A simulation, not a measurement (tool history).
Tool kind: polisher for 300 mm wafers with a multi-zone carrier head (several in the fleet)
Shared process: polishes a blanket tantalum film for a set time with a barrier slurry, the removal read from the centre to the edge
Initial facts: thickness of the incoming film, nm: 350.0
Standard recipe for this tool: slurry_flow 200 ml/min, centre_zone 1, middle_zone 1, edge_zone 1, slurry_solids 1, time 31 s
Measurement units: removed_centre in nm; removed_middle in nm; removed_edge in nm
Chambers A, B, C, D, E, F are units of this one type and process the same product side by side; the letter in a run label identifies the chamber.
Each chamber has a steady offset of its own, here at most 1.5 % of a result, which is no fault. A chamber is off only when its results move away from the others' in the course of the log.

{"run": "1A", "hour": 5.6, "slurry_flow": 200, "centre_zone": 1, "middle_zone": 1, "edge_zone": 1, "slurry_solids": 1, "time": 31, "removed_centre": 65.31, "removed_middle": 64.277, "removed_edge": 65.584}
{"hour": 6.6, "done": "chamber C: worn pad replaced by a new one"}
{"run": "2D", "hour": 10.3, "slurry_flow": 200, "centre_zone": 1, "middle_zone": 1, "edge_zone": 1, "slurry_solids": 1, "time": 31, "removed_centre": 66.341, "removed_middle": 66.161, "removed_edge": 66.026}
{"run": "3C", "hour": 14.2, "slurry_flow": 200, "centre_zone": 1, "middle_zone": 1, "edge_zone": 1, "slurry_solids": 1, "time": 31, "removed_centre": 65.233, "removed_middle": 65.695, "removed_edge": 66.959}
{"hour": 15.8, "done": "chamber D: worn pad replaced by a new one"}
{"run": "4F", "hour": 20.8, "slurry_flow": 200, "centre_zone": 1, "middle_zone": 1, "edge_zone": 1, "slurry_solids": 1, "time": 31, "removed_centre": 63.26, "removed_middle": 65.532, "removed_edge": 65.034}
{"hour": 23.5, "done": "chamber B: slurry nozzle cleaned"}
{"hour": 26.9, "done": "chamber A: worn pad replaced by a new one"}
{"run": "5B", "hour": 27.3, "slurry_flow": 200, "centre_zone": 1, "middle_zone": 1, "edge_zone": 1, "slurry_solids": 1, "time": 31, "removed_centre": 67.541, "removed_middle": 66.114, "removed_edge": 66.014}
{"hour": 29.8, "done": "chamber F: worn pad replaced by a new one"}
{"run": "6E", "hour": 33.2, "slurry_flow": 200, "centre_zone": 1, "middle_zone": 1, "edge_zone": 1, "slurry_solids": 1, "time": 31, "removed_centre": 64.295, "removed_middle": 66.94, "removed_edge": 66.392}
{"run": "7F", "hour": 37.4, "slurry_flow": 200, "centre_zone": 1, "middle_zone": 1, "edge_zone": 1, "slurry_solids": 1, "time": 31, "removed_centre": 66.308, "removed_middle": 65.895, "removed_edge": 66.337}
{"run": "8A", "hour": 44.1, "slurry_flow": 200, "centre_zone": 1, "middle_zone": 1, "edge_zone": 1, "slurry_solids": 1, "time": 35, "removed_centre": 74.367, "removed_middle": 73.578, "removed_edge": 75.088}
{"run": "9D", "hour": 47.5, "slurry_flow": 200, "centre_zone": 1, "middle_zone": 1, "edge_zone": 1, "slurry_solids": 1, "time": 35, "removed_centre": 73.41, "removed_middle": 73.579, "removed_edge": 74.51}
{"hour": 49.7, "done": "chamber B: worn pad replaced by a new one"}
{"run": "10E", "hour": 51.7, "slurry_flow": 200, "centre_zone": 1, "middle_zone": 1, "edge_zone": 1, "slurry_solids": 1, "time": 35, "removed_centre": 73.269, "removed_middle": 75.627, "removed_edge": 74.169}
{"run": "11B", "hour": 56.3, "slurry_flow": 200, "centre_zone": 1, "middle_zone": 1, "edge_zone": 1, "slurry_solids": 1, "time": 35, "removed_centre": 75.378, "removed_middle": 75.271, "removed_edge": 75.15}
{"run": "12C", "hour": 63.3, "slurry_flow": 200, "centre_zone": 1, "middle_zone": 1, "edge_zone": 1, "slurry_solids": 1, "time": 35, "removed_centre": 74.674, "removed_middle": 75.895, "removed_edge": 73.74}
{"run": "13B", "hour": 68.6, "slurry_flow": 200, "centre_zone": 1, "middle_zone": 1, "edge_zone": 1, "slurry_solids": 1, "time": 35, "removed_centre": 74.238, "removed_middle": 73.337, "removed_edge": 75.416}
{"hour": 70.9, "done": "chamber E: worn pad replaced by a new one"}
{"run": "14C", "hour": 75.4, "slurry_flow": 200, "centre_zone": 1, "middle_zone": 1, "edge_zone": 1, "slurry_solids": 1, "time": 31, "removed_centre": 65.382, "removed_middle": 66.536, "removed_edge": 64.636}
{"run": "15E", "hour": 82.8, "slurry_flow": 200, "centre_zone": 0.94, "middle_zone": 1, "edge_zone": 1, "slurry_solids": 1.25, "time": 31, "removed_centre": 64.898, "removed_middle": 68.445, "removed_edge": 68.276}
{"run": "16A", "hour": 90.1, "slurry_flow": 200, "centre_zone": 0.94, "middle_zone": 1, "edge_zone": 1, "slurry_solids": 1.25, "time": 31, "removed_centre": 65.824, "removed_middle": 68.612, "removed_edge": 68.13}
{"hour": 92.8, "done": "chamber C: worn pad replaced by a new one"}
{"run": "17D", "hour": 94.1, "slurry_flow": 200, "centre_zone": 0.94, "middle_zone": 1, "edge_zone": 1, "slurry_solids": 1.25, "time": 31, "removed_centre": 65.772, "removed_middle": 70.437, "removed_edge": 69.359}
{"run": "18F", "hour": 97.6, "slurry_flow": 200, "centre_zone": 0.94, "middle_zone": 1, "edge_zone": 1, "slurry_solids": 1.25, "time": 31, "removed_centre": 64.598, "removed_middle": 70.019, "removed_edge": 68.984}
{"hour": 99.2, "done": "chamber F: worn pad replaced by a new one"}
{"run": "19E", "hour": 104.3, "slurry_flow": 200, "centre_zone": 0.94, "middle_zone": 1, "edge_zone": 1, "slurry_solids": 1.25, "time": 31, "removed_centre": 65.011, "removed_middle": 69.676, "removed_edge": 69.809}
{"run": "20C", "hour": 107.9, "slurry_flow": 200, "centre_zone": 0.94, "middle_zone": 1, "edge_zone": 1, "slurry_solids": 1.25, "time": 31, "removed_centre": 65.436, "removed_middle": 70.375, "removed_edge": 69.474}
{"hour": 111.3, "done": "chamber D: worn pad replaced by a new one"}
{"run": "21A", "hour": 113.1, "slurry_flow": 200, "centre_zone": 1, "middle_zone": 1, "edge_zone": 1, "slurry_solids": 1, "time": 31, "removed_centre": 65.478, "removed_middle": 65.288, "removed_edge": 64.187}
{"run": "22F", "hour": 118.0, "slurry_flow": 200, "centre_zone": 1, "middle_zone": 1, "edge_zone": 1, "slurry_solids": 1, "time": 31, "removed_centre": 65.952, "removed_middle": 66.96, "removed_edge": 65.73}
{"hour": 124.6, "done": "chamber B: worn pad replaced by a new one"}
{"run": "23D", "hour": 125.4, "slurry_flow": 200, "centre_zone": 1, "middle_zone": 1, "edge_zone": 1, "slurry_solids": 1, "time": 31, "removed_centre": 65.457, "removed_middle": 64.929, "removed_edge": 66.94}
{"hour": 129.2, "done": "chamber A: worn pad replaced by a new one"}
{"run": "24B", "hour": 132.1, "slurry_flow": 200, "centre_zone": 1, "middle_zone": 1, "edge_zone": 1, "slurry_solids": 1, "time": 31, "removed_centre": 64.844, "removed_middle": 65.75, "removed_edge": 65.212}
{"run": "25F", "hour": 138.0, "slurry_flow": 200, "centre_zone": 1, "middle_zone": 1, "edge_zone": 1, "slurry_solids": 0.8, "time": 31, "removed_centre": 59.747, "removed_middle": 61.362, "removed_edge": 61.162}
{"run": "26C", "hour": 141.9, "slurry_flow": 200, "centre_zone": 1, "middle_zone": 1, "edge_zone": 1, "slurry_solids": 0.8, "time": 31, "removed_centre": 60.768, "removed_middle": 63.146, "removed_edge": 61.702}
{"run": "27D", "hour": 146.8, "slurry_flow": 200, "centre_zone": 1, "middle_zone": 1, "edge_zone": 1, "slurry_solids": 0.8, "time": 31, "removed_centre": 59.813, "removed_middle": 61.024, "removed_edge": 62.301}
{"run": "28B", "hour": 150.5, "slurry_flow": 200, "centre_zone": 1, "middle_zone": 1, "edge_zone": 1, "slurry_solids": 0.8, "time": 31, "removed_centre": 59.326, "removed_middle": 62.286, "removed_edge": 61.71}
{"run": "29E", "hour": 154.6, "slurry_flow": 200, "centre_zone": 1, "middle_zone": 1, "edge_zone": 1, "slurry_solids": 0.8, "time": 31, "removed_centre": 61.171, "removed_middle": 60.954, "removed_edge": 61.893}
{"hour": 157.3, "done": "chamber E: worn pad replaced by a new one"}
{"run": "30A", "hour": 160.2, "slurry_flow": 200, "centre_zone": 1, "middle_zone": 1, "edge_zone": 1, "slurry_solids": 0.8, "time": 31, "removed_centre": 61.571, "removed_middle": 61.481, "removed_edge": 60.486}
{"hour": 160.3, "done": "chamber F: worn pad replaced by a new one"}
{"run": "31F", "hour": 164.5, "slurry_flow": 200, "centre_zone": 1, "middle_zone": 1, "edge_zone": 1, "slurry_solids": 1, "time": 31, "removed_centre": 64.366, "removed_middle": 66.988, "removed_edge": 65.596}
{"run": "32B", "hour": 168.4, "slurry_flow": 200, "centre_zone": 0.88, "middle_zone": 1.07, "edge_zone": 1, "slurry_solids": 1, "time": 31, "removed_centre": 54.665, "removed_middle": 71.593, "removed_edge": 66.427}
{"run": "33E", "hour": 175.8, "slurry_flow": 200, "centre_zone": 0.88, "middle_zone": 1.07, "edge_zone": 1, "slurry_solids": 1, "time": 31, "removed_centre": 57.013, "removed_middle": 70.027, "removed_edge": 64.992}
{"run": "34C", "hour": 182.8, "slurry_flow": 200, "centre_zone": 0.88, "middle_zone": 1.07, "edge_zone": 1, "slurry_solids": 1, "time": 31, "removed_centre": 57.209, "removed_middle": 70.136, "removed_edge": 64.909}
{"run": "35A", "hour": 188.6, "slurry_flow": 200, "centre_zone": 0.88, "middle_zone": 1.07, "edge_zone": 1, "slurry_solids": 1, "time": 31, "removed_centre": 56.41, "removed_middle": 70.597, "removed_edge": 64.586}
{"run": "36D", "hour": 194.0, "slurry_flow": 200, "centre_zone": 0.88, "middle_zone": 1.07, "edge_zone": 1, "slurry_solids": 1, "time": 31, "removed_centre": 56.854, "removed_middle": 68.815, "removed_edge": 65.616}
{"hour": 195.1, "done": "chamber B: edge zone pressure recalibrated"}
{"run": "37A", "hour": 198.6, "slurry_flow": 200, "centre_zone": 0.88, "middle_zone": 1.07, "edge_zone": 1, "slurry_solids": 1, "time": 31, "removed_centre": 57.067, "removed_middle": 71.73, "removed_edge": 66.533}
{"run": "38E", "hour": 202.7, "slurry_flow": 200, "centre_zone": 1, "middle_zone": 1, "edge_zone": 1, "slurry_solids": 1, "time": 31, "removed_centre": 65.149, "removed_middle": 65.279, "removed_edge": 66.521}
{"hour": 206.3, "done": "chamber B: worn pad replaced by a new one"}
{"hour": 207.1, "done": "chamber F: edge zone pressure recalibrated"}
{"run": "39F", "hour": 207.1, "slurry_flow": 200, "centre_zone": 1, "middle_zone": 1, "edge_zone": 1, "slurry_solids": 1, "time": 31, "removed_centre": 63.831, "removed_middle": 65.452, "removed_edge": 63.758}
{"run": "40B", "hour": 212.3, "slurry_flow": 200, "centre_zone": 1, "middle_zone": 1, "edge_zone": 1, "slurry_solids": 1, "time": 31, "removed_centre": 60.38, "removed_middle": 64.623, "removed_edge": 64.677}

For the next run the whole fleet of 6 chambers uses the same settings. Give each chamber's results:
{"run": "41A", "hour": 217.6, "slurry_flow": 200, "centre_zone": 1, "middle_zone": 1, "edge_zone": 0.95, "slurry_solids": 1, "time": 31, "removed_centre": "?", "removed_middle": "?", "removed_edge": "?"}
{"run": "41B", "hour": 217.6, "slurry_flow": 200, "centre_zone": 1, "middle_zone": 1, "edge_zone": 0.95, "slurry_solids": 1, "time": 31, "removed_centre": "?", "removed_middle": "?", "removed_edge": "?"}
{"run": "41C", "hour": 217.6, "slurry_flow": 200, "centre_zone": 1, "middle_zone": 1, "edge_zone": 0.95, "slurry_solids": 1, "time": 31, "removed_centre": "?", "removed_middle": "?", "removed_edge": "?"}
{"run": "41D", "hour": 217.6, "slurry_flow": 200, "centre_zone": 1, "middle_zone": 1, "edge_zone": 0.95, "slurry_solids": 1, "time": 31, "removed_centre": "?", "removed_middle": "?", "removed_edge": "?"}
{"run": "41E", "hour": 217.6, "slurry_flow": 200, "centre_zone": 1, "middle_zone": 1, "edge_zone": 0.95, "slurry_solids": 1, "time": 31, "removed_centre": "?", "removed_middle": "?", "removed_edge": "?"}
{"run": "41F", "hour": 217.6, "slurry_flow": 200, "centre_zone": 1, "middle_zone": 1, "edge_zone": 0.95, "slurry_solids": 1, "time": 31, "removed_centre": "?", "removed_middle": "?", "removed_edge": "?"}

run=41A removed_centre=66.318 removed_middle=65.28 removed_edge=63.122
run=41B removed_centre=61.435 removed_middle=64.969 removed_edge=62.915
run=41C removed_centre=63.811 removed_middle=66.356 removed_edge=63.437
run=41D removed_centre=64.604 removed_middle=65.76 removed_edge=64.62
run=41E removed_centre=64.988 removed_middle=65.212 removed_edge=64.301
run=41F removed_centre=65.386 removed_middle=64.495 removed_edge=63.207
